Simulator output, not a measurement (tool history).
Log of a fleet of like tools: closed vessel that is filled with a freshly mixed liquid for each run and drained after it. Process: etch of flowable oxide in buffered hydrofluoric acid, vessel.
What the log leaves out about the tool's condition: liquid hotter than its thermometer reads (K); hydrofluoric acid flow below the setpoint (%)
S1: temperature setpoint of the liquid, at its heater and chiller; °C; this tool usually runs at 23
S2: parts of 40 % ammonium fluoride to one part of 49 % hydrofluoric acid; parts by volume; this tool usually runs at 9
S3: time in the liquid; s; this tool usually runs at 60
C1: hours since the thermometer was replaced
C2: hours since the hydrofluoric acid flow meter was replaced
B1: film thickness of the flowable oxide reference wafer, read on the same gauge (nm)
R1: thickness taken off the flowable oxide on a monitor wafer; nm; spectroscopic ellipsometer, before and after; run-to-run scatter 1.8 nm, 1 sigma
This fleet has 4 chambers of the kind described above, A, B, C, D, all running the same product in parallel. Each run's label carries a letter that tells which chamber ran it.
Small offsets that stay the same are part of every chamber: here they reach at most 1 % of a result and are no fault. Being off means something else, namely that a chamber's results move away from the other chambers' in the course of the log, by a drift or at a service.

| run | hour | S1 | S2 | S3 | C1 | C2 | B1 | R1 |
|---|---|---|---|---|---|---|---|---|
| 1D | 8.7 | 23 | 9 | 60 | 577 | 175.5 | 139.98 | 192.77 |
| 2B | 14.5 | 23 | 9 | 60 | 427.3 | 1858.2 | 140 | 194.66 |
| 3A | 19.8 | 23 | 9 | 60 | 535.6 | 1598.7 | 139.99 | 192.54 |
| 4C | 24.6 | 23 | 9 | 60 | 177.8 | 2124.6 | 140.03 | 193.37 |
| 5A | 29.2 | 23 | 9 | 60 | 545 | 1608.1 | 140 | 188.26 |
| 6D | 34.1 | 23 | 9 | 60 | 602.4 | 200.9 | 140.02 | 195.57 |
| 7C | 43.7 | 23 | 9 | 60 | 196.9 | 2143.7 | 140.03 | 197.64 |
| 8B | 53.1 | 23 | 9 | 60 | 465.9 | 1896.8 | 140.02 | 194.32 |
| 9C | 60.9 | 23 | 9 | 60 | 214.1 | 2160.9 | 140 | 198.05 |
| 10D | 68.4 | 23 | 9 | 60 | 636.7 | 235.2 | 140.03 | 198.47 |
| 11A | 74.7 | 23 | 9 | 60 | 590.5 | 1653.6 | 139.97 | 195.28 |
| 12B | 82.8 | 23 | 9 | 60 | 495.6 | 1926.5 | 140 | 195.1 |
| 13C | 88.6 | 23 | 9 | 60 | 241.8 | 2188.6 | 139.98 | 194.07 |
| 14A | 96.5 | 23 | 9 | 60 | 612.3 | 1675.4 | 140.01 | 189.38 |
| 15D | 103.6 | 23 | 9 | 60 | 671.9 | 270.4 | 140 | 199.16 |
| 16B | 109.6 | 23 | 9 | 60 | 522.4 | 1953.3 | 140.01 | 193.37 |
| 17A | 118.8 | 23 | 9 | 60 | 634.6 | 1697.7 | 139.99 | 192.82 |
| 18B | 125.3 | 23 | 9 | 60 | 538.1 | 1969 | 140.02 | 195.37 |
| 19D | 132.3 | 23 | 9 | 60 | 700.6 | 299.1 | 140.01 | 204.22 |
| 20C | 139.9 | 23 | 9 | 60 | 293.1 | 2239.9 | 139.98 | 197.62 |
| 21C | 148.2 | 23 | 9 | 60 | 301.4 | 2248.2 | 140 | 195.28 |
| 22B | 155.3 | 23 | 9 | 60 | 568.1 | 1999 | 140 | 194.99 |
| 23D | 160.8 | 23 | 9 | 60 | 729.1 | 327.6 | 139.99 | 204.79 |
| 24A | 168.6 | 23 | 9 | 60 | 684.4 | 1747.5 | 140.02 | 192.7 |
|  | 169.7 | chamber B: thermometer replaced |
| 25D | 177.1 | 23 | 9 | 60 | 745.4 | 343.9 | 139.99 | 209.11 |
| 26A | 181.4 | 23 | 9 | 60 | 697.2 | 1760.3 | 140.01 | 192.78 |
| 27B | 190.3 | 23 | 9 | 60 | 20.6 | 2034 | 139.99 | 191.63 |
| 28C | 199.7 | 23 | 9 | 60 | 352.9 | 2299.7 | 140 | 194.13 |
| 29B | 208.2 | 23 | 9 | 60 | 38.5 | 2051.9 | 139.99 | 196.7 |
| 30D | 215.1 | 23 | 10.5 | 75 | 783.4 | 381.9 | 140 | 233.77 |
| 31C | 219.8 | 23 | 10.5 | 75 | 373 | 2319.8 | 139.99 | 216.16 |
| 32A | 225.1 | 23 | 10.5 | 75 | 740.9 | 1804 | 139.99 | 213.82 |
| 33D | 231 | 23 | 10.5 | 75 | 799.3 | 397.8 | 140.02 | 231.88 |
| 34B | 239.9 | 23 | 9 | 60 | 70.2 | 2083.6 | 140.02 | 195.46 |

Does one chamber stand apart from the rest, does the shared gauge drift, or is all well apart from small per-chamber offsets? Give the chamber and the most likely cause, where there is one.

Chamber D drifts away from the others.
Cause: liquid hotter than its thermometer reads (K) = 1.59.
Not necessarily distinguishable in this log from: hydrofluoric acid flow above the setpoint (%).

Here are 4 candidates for chamber D's next run, each the usual settings with a change, their results left as question marks. Which one brings its results back in line with what the others give on the usual settings?
In line here means within this much of the mean the other chambers give on the usual settings: R1 6.4 nm
| 35D-1 | 247 | 23 | 9 | 55 |  |  |  | ? |
| 35D-2 | 247 | 23 | 9 | 65 |  |  |  | ? |
| 35D-3 | 247 | 23.5 | 8.5 | 65 |  |  |  | ? |
| 35D-4 | 247 | 23 | 9 | 50 |  |  |  | ? |

Mean of the other chambers on the usual settings: R1 194.33 nm
| run | R1 |
|---|---|
| 35D-1 | 193.68 |
| 35D-2 | 228.89 |
| 35D-3 | 250.33 |
| 35D-4 | 176.07 |
35D-1 puts the chamber back in line with the other chambers.
